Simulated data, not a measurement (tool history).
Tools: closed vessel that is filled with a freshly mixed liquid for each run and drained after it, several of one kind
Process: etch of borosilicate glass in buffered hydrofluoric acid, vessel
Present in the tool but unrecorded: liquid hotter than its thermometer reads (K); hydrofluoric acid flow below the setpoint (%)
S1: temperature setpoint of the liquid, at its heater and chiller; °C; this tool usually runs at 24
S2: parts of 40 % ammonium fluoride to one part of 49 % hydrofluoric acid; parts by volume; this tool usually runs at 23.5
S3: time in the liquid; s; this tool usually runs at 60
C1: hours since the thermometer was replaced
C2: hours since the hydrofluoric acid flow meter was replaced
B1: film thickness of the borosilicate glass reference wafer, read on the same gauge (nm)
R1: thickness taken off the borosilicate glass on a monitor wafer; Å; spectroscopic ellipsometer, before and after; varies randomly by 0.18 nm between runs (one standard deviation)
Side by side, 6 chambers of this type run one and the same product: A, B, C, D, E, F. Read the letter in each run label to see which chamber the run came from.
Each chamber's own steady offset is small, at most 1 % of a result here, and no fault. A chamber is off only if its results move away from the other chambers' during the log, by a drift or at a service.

run     day  S1    S2  S3      C1      C2      B1      R1
 1C   0.646  24  23.5  60    63.3  1056.3  30.015     336
      0.767  -- chamber B: hydrofluoric acid flow meter replaced
 2E   0.996  24  23.5  60   565.6  1345.1  30.053  341.64
 3D   1.308  24  23.5  60  1062.2   426.4  30.009  340.52
 4F   1.879  24  23.5  60   307.9    89.1  29.982  337.02
 5B   2.271  27  23.5  95   121.5    36.2  29.974  624.26
 6A     2.6  27  23.5  95   630.7   447.8  30.002  626.92
 7A   3.071  27  23.5  95     642   459.1  30.028  632.36
 8D   3.567  27  23.5  95  1116.4   480.6  30.055  634.53
 9B   4.058  27  23.5  95   164.4    79.1      30   627.3
10F   4.692  27  23.5  95   375.4   156.6  29.996  624.06
11C   5.308  24  23.5  60   175.2  1168.2  30.019  335.55
12E   5.762  24  23.5  60     680  1459.5  30.033  338.73
13C   6.283  24  23.5  60   198.6  1191.6  30.023   338.1
14E   6.917  24  23.5  60   707.7  1487.2  30.023  340.86
15A   7.329  24  23.5  60   744.2   561.3  29.968   342.2
16B   7.683  24  23.5  60   251.4   166.1  30.006  337.06
17D   8.179  24  29.5  60  1227.1   591.3  29.995  292.22
18F     8.5  24  29.5  60   466.8     248  29.991  295.86
19B   9.108  24  29.5  60   285.6   200.3  29.971   286.8
20C   9.558  24  29.5  60   277.2  1270.2  30.038  289.68
      9.717  -- chamber E: thermometer replaced
21F   9.996  24  29.5  60   502.7   283.9  29.976  294.73
22D  10.525  24  29.5  60  1283.4   647.6  30.004  293.27
23A  11.042  24  23.5  60   833.3   650.4  29.994  341.37
24E  11.638  24  23.5  60    46.1  1600.5   30.02   343.8
25F  12.062  24  23.5  60   552.3   333.5  30.025  346.87
26B  12.471  24  23.5  60   366.3     281  29.987  338.58
27A  13.046  24  23.5  60   881.4   698.5  30.027  341.75
     13.212  -- chamber C: hydrofluoric acid flow meter replaced
28C  13.625  27  23.5  80   374.8     9.9  30.009  535.37
29E  14.258  27  23.5  80     109  1663.4  29.998  536.89
30D  14.912  27  23.5  80  1388.7   752.9  30.004  529.62
31B  15.554  27  23.5  80   440.3     355  30.012  530.37
     15.846  -- chamber D: hydrofluoric acid flow meter replaced
32F  16.142  27  23.5  80   650.2   431.4  29.985  557.57
33C  16.767  27  23.5  80   450.2    85.3  30.022  529.85
34A  17.088  24  23.5  60   978.4   795.5  29.956  343.05
35E   17.75  24  23.5  60   192.8  1747.2   30.04  338.64
     18.079  -- chamber D: thermometer replaced
36D  18.262  24  23.5  60     4.4    58.1  30.041  338.21
     18.475  -- chamber A: thermometer replaced
37F  18.767  24  23.5  60   713.2   494.4  30.023  360.38
38E  19.304  24  23.5  60   230.1  1784.5  29.994  338.98
39D  19.796  24  23.5  60    41.2    94.9  30.022  342.22
40A  20.092  24  23.5  60    38.8   867.6  29.984  341.04
41C  20.638  24  23.5  60   543.1   178.2  29.949   340.7

One chamber off, gauge drift, or nothing amiss beyond the chambers' own small offsets? If it is a chamber, which one, and what is the likeliest cause?

It is chamber F that slowly wanders off from its peers.
Cause: liquid hotter than its thermometer reads (K) = 1.27.
The log may not separate it from: hydrofluoric acid flow above the setpoint (%).

Which of the 4 candidates below, each the usual settings with something changed and its results left as question marks, puts chamber F back in line with what the other chambers give on the usual settings?
Maximum distance from the other chambers' mean on the usual settings for a result to count as in line: R1 6.4 Å
42F-1  21.121  24.5  22.5  60               ?
42F-2  21.121    23    25  60               ?
42F-3  21.121    23  23.5  60               ?
42F-4  21.121    24    23  65               ?

Mean of the other chambers on the usual settings: R1 339.32 Å
  run      R1
42F-1  381.28
42F-2  327.65
42F-3  341.84
42F-4  396.36
It is 42F-3 that realigns the chamber with its peers.
